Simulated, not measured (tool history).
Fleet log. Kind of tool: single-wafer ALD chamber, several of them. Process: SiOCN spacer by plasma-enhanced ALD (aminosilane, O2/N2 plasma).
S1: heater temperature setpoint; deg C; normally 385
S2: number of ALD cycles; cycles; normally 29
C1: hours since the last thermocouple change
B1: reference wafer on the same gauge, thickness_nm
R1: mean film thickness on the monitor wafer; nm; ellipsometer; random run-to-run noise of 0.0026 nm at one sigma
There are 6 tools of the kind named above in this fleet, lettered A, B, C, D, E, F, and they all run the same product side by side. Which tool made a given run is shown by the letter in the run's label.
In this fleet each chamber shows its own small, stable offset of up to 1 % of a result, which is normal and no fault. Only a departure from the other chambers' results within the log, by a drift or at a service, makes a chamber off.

run 1E hour=3.2 | S1=385 S2=29 | C1=1429.2 | B1=1.7401 | R1=1.7458
run 2F hour=9.1 | S1=385 S2=29 | C1=196.9 | B1=1.7393 | R1=1.7377
run 3A hour=14.8 | S1=385 S2=29 | C1=1456.9 | B1=1.7396 | R1=1.7511
run 4D hour=18.3 | S1=385 S2=29 | C1=235.9 | B1=1.7395 | R1=1.7456
run 5C hour=21.6 | S1=385 S2=29 | C1=379.1 | B1=1.7383 | R1=1.7516
run 6B hour=26.1 | S1=385 S2=29 | C1=1489.3 | B1=1.7386 | R1=1.7319
run 7D hour=29.7 | S1=385 S2=29 | C1=247.3 | B1=1.7386 | R1=1.7421
run 8B hour=33.9 | S1=385 S2=29 | C1=1497.1 | B1=1.7387 | R1=1.7360
run 9C hour=37.8 | S1=385 S2=29 | C1=395.3 | B1=1.7378 | R1=1.7497
run 10E hour=43.8 | S1=385 S2=29 | C1=1469.8 | B1=1.7366 | R1=1.7470
run 11A hour=47.7 | S1=385 S2=29 | C1=1489.8 | B1=1.7371 | R1=1.7484
run 12F hour=50.8 | S1=385 S2=29 | C1=238.6 | B1=1.7376 | R1=1.7379
run 13C hour=54.1 | S1=385 S2=29 | C1=411.6 | B1=1.7377 | R1=1.7507
run 14B hour=57.9 | S1=385 S2=29 | C1=1521.1 | B1=1.7368 | R1=1.7341
run 15A hour=62.2 | S1=372 S2=32 | C1=1504.3 | B1=1.7357 | R1=1.9262
run 16F hour=67.5 | S1=372 S2=32 | C1=255.3 | B1=1.7360 | R1=1.9142
run 17D hour=71.5 | S1=372 S2=32 | C1=289.1 | B1=1.7364 | R1=1.9256
run 18E hour=76.5 | S1=372 S2=32 | C1=1502.5 | B1=1.7360 | R1=1.9250
run 19C hour=79.1 | S1=372 S2=32 | C1=436.6 | B1=1.7359 | R1=1.9255
run 20B hour=84.2 | S1=372 S2=32 | C1=1547.4 | B1=1.7353 | R1=1.9092
run 21E hour=89.2 | S1=385 S2=29 | C1=1515.2 | B1=1.7348 | R1=1.7443
run 22D hour=93.3 | S1=385 S2=29 | C1=310.9 | B1=1.7345 | R1=1.7407
run 23A hour=98.0 | S1=385 S2=29 | C1=1540.1 | B1=1.7345 | R1=1.7457
run 24F hour=101.4 | S1=385 S2=29 | C1=289.2 | B1=1.7339 | R1=1.7355
run 25F hour=104.9 | S1=385 S2=29 | C1=292.7 | B1=1.7337 | R1=1.7343
run 26C hour=109.5 | S1=385 S2=29 | C1=467.0 | B1=1.7338 | R1=1.7469
run 27D hour=115.0 | S1=385 S2=29 | C1=332.6 | B1=1.7333 | R1=1.7398
run 28E hour=120.3 | S1=385 S2=29 | C1=1546.3 | B1=1.7333 | R1=1.7417
run 29A hour=126.0 | S1=385 S2=29 | C1=1568.1 | B1=1.7329 | R1=1.7449
run 30B hour=129.6 | S1=385 S2=25 | C1=1592.8 | B1=1.7326 | R1=1.4895
run 31F hour=135.0 | S1=385 S2=25 | C1=322.8 | B1=1.7319 | R1=1.4950
run 32A hour=138.5 | S1=385 S2=25 | C1=1580.6 | B1=1.7318 | R1=1.5054
run 33C hour=142.8 | S1=385 S2=25 | C1=500.3 | B1=1.7317 | R1=1.5027
run 34E hour=146.2 | S1=385 S2=25 | C1=1572.2 | B1=1.7316 | R1=1.4977
run 35B hour=151.7 | S1=385 S2=25 | C1=1614.9 | B1=1.7321 | R1=1.4821
run 36D hour=156.0 | S1=375 S2=29 | C1=373.6 | B1=1.7308 | R1=1.7443
run 37D hour=158.7 | S1=375 S2=29 | C1=376.3 | B1=1.7309 | R1=1.7382
run 38E hour=164.0 | S1=375 S2=29 | C1=1590.0 | B1=1.7309 | R1=1.7404
run 39F hour=168.3 | S1=375 S2=29 | C1=356.1 | B1=1.7299 | R1=1.7249
run 40C hour=171.3 | S1=375 S2=29 | C1=528.8 | B1=1.7300 | R1=1.7411
run 41A hour=175.4 | S1=375 S2=29 | C1=1617.5 | B1=1.7297 | R1=1.7399
run 42B hour=179.7 | S1=385 S2=29 | C1=1642.9 | B1=1.7296 | R1=1.7218

Read the log: is a single chamber off, either drifting away or since a service, is the gauge that measures every chamber drifting, or is nothing wrong beyond small per-chamber offsets? Name any odd chamber and what most likely caused it.

Every chamber seems to shift together because the gauge that measures them all drifts; the chambers themselves are fine.
What lies behind it: gauge reads low (%) = 0.609.

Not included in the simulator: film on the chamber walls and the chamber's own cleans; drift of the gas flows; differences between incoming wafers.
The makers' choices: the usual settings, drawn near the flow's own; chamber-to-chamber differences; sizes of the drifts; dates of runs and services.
